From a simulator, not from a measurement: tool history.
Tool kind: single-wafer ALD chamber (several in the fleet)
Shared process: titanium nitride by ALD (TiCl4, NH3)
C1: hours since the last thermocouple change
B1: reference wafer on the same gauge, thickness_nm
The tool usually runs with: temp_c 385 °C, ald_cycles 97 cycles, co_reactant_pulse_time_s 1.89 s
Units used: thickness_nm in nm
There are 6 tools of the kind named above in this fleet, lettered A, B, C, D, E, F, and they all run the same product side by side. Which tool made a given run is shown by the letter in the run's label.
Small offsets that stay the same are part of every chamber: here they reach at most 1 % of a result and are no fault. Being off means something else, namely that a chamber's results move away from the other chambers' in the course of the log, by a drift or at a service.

Run 1C, day 0.317: usual settings; C1 1164.0; B1 2.3698. Result: thickness_nm 2.1008 nm.
Run 2D, day 0.767: usual settings; C1 457.9; B1 2.3707. Result: thickness_nm 2.0950 nm.
Run 3E, day 1.175: usual settings; C1 925.3; B1 2.3710. Result: thickness_nm 2.0868 nm.
Run 4A, day 1.675: usual settings; C1 1295.5; B1 2.3711. Result: thickness_nm 2.1104 nm.
Run 5F, day 1.921: usual settings; C1 668.9; B1 2.3712. Result: thickness_nm 2.1152 nm.
Run 6B, day 2.317: usual settings; C1 686.4; B1 2.3715. Result: thickness_nm 2.1133 nm.
Run 7C, day 2.717: usual settings; C1 1221.6; B1 2.3725. Result: thickness_nm 2.1047 nm.
Run 8D, day 3.262: usual settings; C1 517.8; B1 2.3714. Result: thickness_nm 2.0966 nm.
Run 9F, day 3.654: usual settings; C1 710.5; B1 2.3723. Result: thickness_nm 2.1191 nm.
Run 10E, day 4.204: usual settings; C1 998.0; B1 2.3728. Result: thickness_nm 2.0839 nm.
Run 11B, day 4.600: usual settings; C1 741.2; B1 2.3724. Result: thickness_nm 2.1133 nm.
Run 12A, day 4.946: usual settings; C1 1374.0; B1 2.3731. Result: thickness_nm 2.1133 nm.
Run 13E, day 5.400: usual settings; C1 1026.7; B1 2.3731. Result: thickness_nm 2.0907 nm.
Run 14A, day 5.658: usual settings but temp_c 393 °C, co_reactant_pulse_time_s 1.60 s; C1 1391.1; B1 2.3739. Result: thickness_nm 2.1104 nm.
Run 15D, day 6.100: usual settings but temp_c 393 °C, co_reactant_pulse_time_s 1.60 s; C1 585.9; B1 2.3740. Result: thickness_nm 2.0953 nm.
Run 16B, day 6.346: usual settings but temp_c 393 °C, co_reactant_pulse_time_s 1.60 s; C1 783.1; B1 2.3742. Result: thickness_nm 2.1152 nm.
Run 17C, day 6.662: usual settings but temp_c 393 °C, co_reactant_pulse_time_s 1.60 s; C1 1316.3; B1 2.3735. Result: thickness_nm 2.1051 nm.
Run 18F, day 7.046: usual settings but temp_c 393 °C, co_reactant_pulse_time_s 1.60 s; C1 791.9; B1 2.3735. Result: thickness_nm 2.1138 nm.
Run 19B, day 7.383: usual settings but temp_c 393 °C, co_reactant_pulse_time_s 1.60 s; C1 808.0; B1 2.3743. Result: thickness_nm 2.1144 nm.
Run 20E, day 7.767: usual settings; C1 1083.5; B1 2.3740. Result: thickness_nm 2.0905 nm.
Run 21C, day 8.258: usual settings; C1 1354.6; B1 2.3752. Result: thickness_nm 2.1069 nm.
Run 22A, day 8.625: usual settings; C1 1462.3; B1 2.3751. Result: thickness_nm 2.1105 nm.
Run 23D, day 9.033: usual settings; C1 656.3; B1 2.3760. Result: thickness_nm 2.0978 nm.
Run 24F, day 9.408: usual settings; C1 848.6; B1 2.3763. Result: thickness_nm 2.1205 nm.
Run 25E, day 9.662: usual settings; C1 1129.0; B1 2.3761. Result: thickness_nm 2.0928 nm.
Run 26F, day 10.121: usual settings but temp_c 380 °C, ald_cycles 110 cycles; C1 865.7; B1 2.3766. Result: thickness_nm 2.3907 nm.
Run 27A, day 10.612: usual settings but temp_c 380 °C, ald_cycles 110 cycles; C1 1510.0; B1 2.3774. Result: thickness_nm 2.3863 nm.
Run 28C, day 10.892: usual settings but temp_c 380 °C, ald_cycles 110 cycles; C1 1417.8; B1 2.3768. Result: thickness_nm 2.3773 nm.
Run 29D, day 11.271: usual settings but temp_c 380 °C, ald_cycles 110 cycles; C1 710.0; B1 2.3775. Result: thickness_nm 2.3722 nm.
Run 30B, day 11.762: usual settings but temp_c 380 °C, ald_cycles 110 cycles; C1 913.1; B1 2.3777. Result: thickness_nm 2.3874 nm.
Run 31D, day 12.208: usual settings but temp_c 380 °C, ald_cycles 110 cycles; C1 732.5; B1 2.3775. Result: thickness_nm 2.3694 nm.
Run 32F, day 12.554: usual settings; C1 924.1; B1 2.3776. Result: thickness_nm 2.1206 nm.
Run 33C, day 13.079: usual settings; C1 1470.3; B1 2.3789. Result: thickness_nm 2.1103 nm.
Run 34A, day 13.554: usual settings; C1 1580.6; B1 2.3786. Result: thickness_nm 2.1188 nm.
Run 35B, day 13.825: usual settings; C1 962.6; B1 2.3792. Result: thickness_nm 2.1196 nm.
Run 36E, day 14.117: usual settings; C1 1235.9; B1 2.3789. Result: thickness_nm 2.0907 nm.
Run 37C, day 14.575: usual settings; C1 1506.2; B1 2.3787. Result: thickness_nm 2.1086 nm.
Run 38E, day 15.046: usual settings; C1 1258.2; B1 2.3803. Result: thickness_nm 2.0977 nm.
Run 39F, day 15.500: usual settings; C1 994.8; B1 2.3796. Result: thickness_nm 2.1220 nm.
Run 40A, day 16.067: usual settings; C1 1640.9; B1 2.3797. Result: thickness_nm 2.1188 nm.
Run 41B, day 16.446: usual settings; C1 1025.5; B1 2.3801. Result: thickness_nm 2.1200 nm.

Decide between three cases: one chamber stands off from its peers, the gauge reading all wafers drifts, or nothing is wrong past each chamber's small offset. Where a chamber is off, say which and what most likely put it there.

Gauge drift. The chambers move together only on paper, and none stands off.
What lies behind it: gauge reads high (%) = 0.452.
